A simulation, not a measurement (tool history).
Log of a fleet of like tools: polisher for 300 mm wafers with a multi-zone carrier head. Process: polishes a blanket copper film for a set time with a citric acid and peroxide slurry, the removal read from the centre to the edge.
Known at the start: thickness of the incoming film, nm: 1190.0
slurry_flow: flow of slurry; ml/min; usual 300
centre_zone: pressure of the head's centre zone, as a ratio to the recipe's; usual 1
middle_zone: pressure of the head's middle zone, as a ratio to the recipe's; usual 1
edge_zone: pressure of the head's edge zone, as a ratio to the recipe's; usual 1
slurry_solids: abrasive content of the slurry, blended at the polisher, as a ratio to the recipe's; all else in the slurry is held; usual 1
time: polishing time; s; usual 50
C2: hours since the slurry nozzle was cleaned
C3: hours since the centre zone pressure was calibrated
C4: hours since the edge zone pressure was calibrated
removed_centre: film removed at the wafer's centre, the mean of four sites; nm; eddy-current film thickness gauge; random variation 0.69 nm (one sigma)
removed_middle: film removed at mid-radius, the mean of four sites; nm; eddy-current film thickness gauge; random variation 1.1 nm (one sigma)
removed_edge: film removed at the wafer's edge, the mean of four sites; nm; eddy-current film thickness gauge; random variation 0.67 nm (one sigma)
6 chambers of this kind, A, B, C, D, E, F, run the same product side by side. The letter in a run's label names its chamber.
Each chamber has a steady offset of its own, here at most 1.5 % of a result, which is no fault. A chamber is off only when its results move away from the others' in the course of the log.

At hour 9.8: chamber C: worn pad replaced by a new one.
Run 1F, hour 12.7: usual settings; wafers polished on this pad 356; C2 117.6; C3 301; C4 199.8. Result: removed_centre 88.854 nm, removed_middle 89.892 nm, removed_edge 87.199 nm.
Run 2C, hour 22: usual settings; wafers polished on this pad 119; C2 237.7; C3 625.4; C4 594.6. Result: removed_centre 86.343 nm, removed_middle 86.639 nm, removed_edge 87.207 nm.
Run 3E, hour 32: usual settings; wafers polished on this pad 445; C2 172.2; C3 641.2; C4 498.8. Result: removed_centre 85.189 nm, removed_middle 88.855 nm, removed_edge 87.768 nm.
Run 4B, hour 39.1: usual settings; wafers polished on this pad 764; C2 820.9; C3 662.7; C4 1425.2. Result: removed_centre 87.659 nm, removed_middle 85.626 nm, removed_edge 84.764 nm.
At hour 40.6: chamber A: edge zone pressure recalibrated.
At hour 43.6: chamber B: edge zone pressure recalibrated.
At hour 44.8: chamber D: worn pad replaced by a new one.
Run 5D, hour 51.7: usual settings; wafers polished on this pad 68; C2 67.8; C3 945.3; C4 728.1. Result: removed_centre 85.789 nm, removed_middle 87.013 nm, removed_edge 88.043 nm.
At hour 58.3: chamber E: worn pad replaced by a new one.
Run 6A, hour 59.1: usual settings; wafers polished on this pad 834; C2 331.1; C3 520.5; C4 18.6. Result: removed_centre 86.428 nm, removed_middle 88.44 nm, removed_edge 86.576 nm.
At hour 70.9: chamber C: edge zone pressure recalibrated.
Run 7D, hour 71.5: usual settings; wafers polished on this pad 262; C2 87.6; C3 965.1; C4 747.9. Result: removed_centre 84.452 nm, removed_middle 85.363 nm, removed_edge 87.319 nm.
Run 8A, hour 80.6: usual settings; wafers polished on this pad 1045; C2 352.6; C3 542; C4 40.1. Result: removed_centre 86.13 nm, removed_middle 85.922 nm, removed_edge 85.624 nm.
Run 9C, hour 88.6: usual settings; wafers polished on this pad 772; C2 304.3; C3 692; C4 17.8. Result: removed_centre 86.293 nm, removed_middle 86.431 nm, removed_edge 87.322 nm.
Run 10B, hour 98.2: usual settings; wafers polished on this pad 1343; C2 880; C3 721.8; C4 54.7. Result: removed_centre 86.416 nm, removed_middle 87.339 nm, removed_edge 86.199 nm.
At hour 105: chamber A: worn pad replaced by a new one.
Run 11E, hour 106.4: usual settings; wafers polished on this pad 471; C2 246.6; C3 715.6; C4 573.2. Result: removed_centre 87.066 nm, removed_middle 86.108 nm, removed_edge 86.473 nm.
At hour 108.9: chamber B: slurry nozzle cleaned.
Run 12F, hour 116.1: usual settings but centre_zone 0.89; wafers polished on this pad 1369; C2 221; C3 404.4; C4 303.2. Result: removed_centre 76.056 nm, removed_middle 88.533 nm, removed_edge 86.317 nm.
At hour 121.4: chamber B: worn pad replaced by a new one.
Run 13D, hour 125.4: usual settings but centre_zone 0.89; wafers polished on this pad 790; C2 141.5; C3 1019; C4 801.8. Result: removed_centre 76.013 nm, removed_middle 85.952 nm, removed_edge 86.923 nm.
At hour 129.6: chamber E: worn pad replaced by a new one.
At hour 132.4: chamber D: worn pad replaced by a new one.
At hour 137.6: chamber E: edge zone pressure recalibrated.
Run 14B, hour 139.1: usual settings but centre_zone 0.89; wafers polished on this pad 173; C2 30.3; C3 762.7; C4 95.6. Result: removed_centre 76.16 nm, removed_middle 85.576 nm, removed_edge 86.39 nm.
At hour 147.4: chamber C: worn pad replaced by a new one.
At hour 150.2: chamber A: slurry nozzle cleaned.
Run 15E, hour 151.9: usual settings but centre_zone 0.89; wafers polished on this pad 219; C2 292.1; C3 761.1; C4 14.3. Result: removed_centre 75.828 nm, removed_middle 86.88 nm, removed_edge 86.183 nm.
Run 16A, hour 159.8: usual settings but centre_zone 0.89; wafers polished on this pad 537; C2 9.6; C3 621.2; C4 119.3. Result: removed_centre 74.983 nm, removed_middle 88.222 nm, removed_edge 86.961 nm.
Run 17F, hour 170.7: usual settings but centre_zone 0.89; wafers polished on this pad 1904; C2 275.6; C3 459; C4 357.8. Result: removed_centre 73.378 nm, removed_middle 86.658 nm, removed_edge 82.844 nm.
Run 18C, hour 177.4: usual settings; wafers polished on this pad 294; C2 393.1; C3 780.8; C4 106.6. Result: removed_centre 84.619 nm, removed_middle 86.8 nm, removed_edge 86.81 nm.
At hour 180.6: chamber D: edge zone pressure recalibrated.
Run 19E, hour 184.4: usual settings but slurry_flow 200 ml/min; wafers polished on this pad 537; C2 324.6; C3 793.6; C4 46.8. Result: removed_centre 81.767 nm, removed_middle 82.655 nm, removed_edge 84.209 nm.
At hour 193.9: chamber B: centre zone pressure recalibrated.
Run 20D, hour 196.4: usual settings but slurry_flow 200 ml/min; wafers polished on this pad 627; C2 212.5; C3 1090; C4 15.9. Result: removed_centre 81.294 nm, removed_middle 83.105 nm, removed_edge 83.367 nm.
Run 21F, hour 206.2: usual settings but slurry_flow 200 ml/min; wafers polished on this pad 2252; C2 311.1; C3 494.5; C4 393.3. Result: removed_centre 78.837 nm, removed_middle 78.89 nm, removed_edge 79.986 nm.
At hour 210.6: chamber E: worn pad replaced by a new one.
At hour 211.8: chamber D: worn pad replaced by a new one.
At hour 217.4: chamber A: worn pad replaced by a new one.
Run 22B, hour 218.3: usual settings but slurry_flow 200 ml/min; wafers polished on this pad 949; C2 109.5; C3 24.4; C4 174.8. Result: removed_centre 82.909 nm, removed_middle 81.342 nm, removed_edge 82.253 nm.
Run 23C, hour 226.8: usual settings but slurry_flow 200 ml/min; wafers polished on this pad 778; C2 442.5; C3 830.2; C4 156. Result: removed_centre 80.622 nm, removed_middle 81.254 nm, removed_edge 84.876 nm.
Run 24A, hour 237: usual settings but slurry_flow 200 ml/min; wafers polished on this pad 192; C2 86.8; C3 698.4; C4 196.5. Result: removed_centre 80.401 nm, removed_middle 82.302 nm, removed_edge 82.385 nm.
Run 25B, hour 244.8: usual settings; wafers polished on this pad 1209; C2 136; C3 50.9; C4 201.3. Result: removed_centre 86.848 nm, removed_middle 84.956 nm, removed_edge 84.596 nm.
Run 26E, hour 255.1: usual settings; wafers polished on this pad 436; C2 395.3; C3 864.3; C4 117.5. Result: removed_centre 85.477 nm, removed_middle 87.19 nm, removed_edge 87.597 nm.
Run 27C, hour 262.4: usual settings; wafers polished on this pad 1127; C2 478.1; C3 865.8; C4 191.6. Result: removed_centre 85.893 nm, removed_middle 86.888 nm, removed_edge 86.813 nm.
At hour 262.7: chamber C: worn pad replaced by a new one.
Run 28D, hour 276.2: usual settings; wafers polished on this pad 631; C2 292.3; C3 1169.8; C4 95.7. Result: removed_centre 86.385 nm, removed_middle 87.433 nm, removed_edge 85.628 nm.
At hour 279.7: chamber B: worn pad replaced by a new one.
At hour 289.8: chamber E: worn pad replaced by a new one.
Run 29A, hour 290.1: usual settings; wafers polished on this pad 712; C2 139.9; C3 751.5; C4 249.6. Result: removed_centre 85.406 nm, removed_middle 86.016 nm, removed_edge 86.165 nm.
Run 30F, hour 298.5: usual settings; wafers polished on this pad 3156; C2 403.4; C3 586.8; C4 485.6. Result: removed_centre 79.671 nm, removed_middle 78.735 nm, removed_edge 79.429 nm.
At hour 298.7: chamber D: worn pad replaced by a new one.
Run 31A, hour 307.9: usual settings; wafers polished on this pad 887; C2 157.7; C3 769.3; C4 267.4. Result: removed_centre 86.363 nm, removed_middle 88.695 nm, removed_edge 87.338 nm.
Run 32C, hour 315.5: usual settings but centre_zone 1.11, middle_zone 1.06; wafers polished on this pad 518; C2 531.2; C3 918.9; C4 244.7. Result: removed_centre 95.476 nm, removed_middle 91.729 nm, removed_edge 88.431 nm.
At hour 316.1: chamber F: centre zone pressure recalibrated.
Run 33D, hour 326.7: usual settings but centre_zone 1.11, middle_zone 1.06; wafers polished on this pad 274; C2 342.8; C3 1220.3; C4 146.2. Result: removed_centre 95.243 nm, removed_middle 91.085 nm, removed_edge 87.171 nm.
Run 34E, hour 341.4: usual settings but centre_zone 1.11, middle_zone 1.06; wafers polished on this pad 506; C2 481.6; C3 950.6; C4 203.8. Result: removed_centre 96.433 nm, removed_middle 90.9 nm, removed_edge 86.663 nm.
Run 35F, hour 350.7: usual settings but centre_zone 1.11, middle_zone 1.06; wafers polished on this pad 3667; C2 455.6; C3 34.7; C4 537.8. Result: removed_centre 88.193 nm, removed_middle 83.022 nm, removed_edge 79.382 nm.
Run 36B, hour 359.5: usual settings but centre_zone 1.11, middle_zone 1.06; wafers polished on this pad 782; C2 250.7; C3 165.6; C4 316. Result: removed_centre 97.557 nm, removed_middle 90.132 nm, removed_edge 86.654 nm.

All 6 chambers run these settings next. Forecast each chamber's results:
Run 37A, hour 370.4: usual settings but slurry_solids 1.3. Result: removed_centre ?, removed_middle ?, removed_edge ?.
Run 37B, hour 370.4: usual settings but slurry_solids 1.3. Result: removed_centre ?, removed_middle ?, removed_edge ?.
Run 37C, hour 370.4: usual settings but slurry_solids 1.3. Result: removed_centre ?, removed_middle ?, removed_edge ?.
Run 37D, hour 370.4: usual settings but slurry_solids 1.3. Result: removed_centre ?, removed_middle ?, removed_edge ?.
Run 37E, hour 370.4: usual settings but slurry_solids 1.3. Result: removed_centre ?, removed_middle ?, removed_edge ?.
Run 37F, hour 370.4: usual settings but slurry_solids 1.3. Result: removed_centre ?, removed_middle ?, removed_edge ?.

run  removed_centre  removed_middle  removed_edge
37A            91.2          90.969        91.763
37B          92.845          90.931        90.868
37C          91.145          93.151        93.115
37D          90.077          90.678        90.684
37E           91.38           94.53        91.027
37F          80.937          81.186        82.603

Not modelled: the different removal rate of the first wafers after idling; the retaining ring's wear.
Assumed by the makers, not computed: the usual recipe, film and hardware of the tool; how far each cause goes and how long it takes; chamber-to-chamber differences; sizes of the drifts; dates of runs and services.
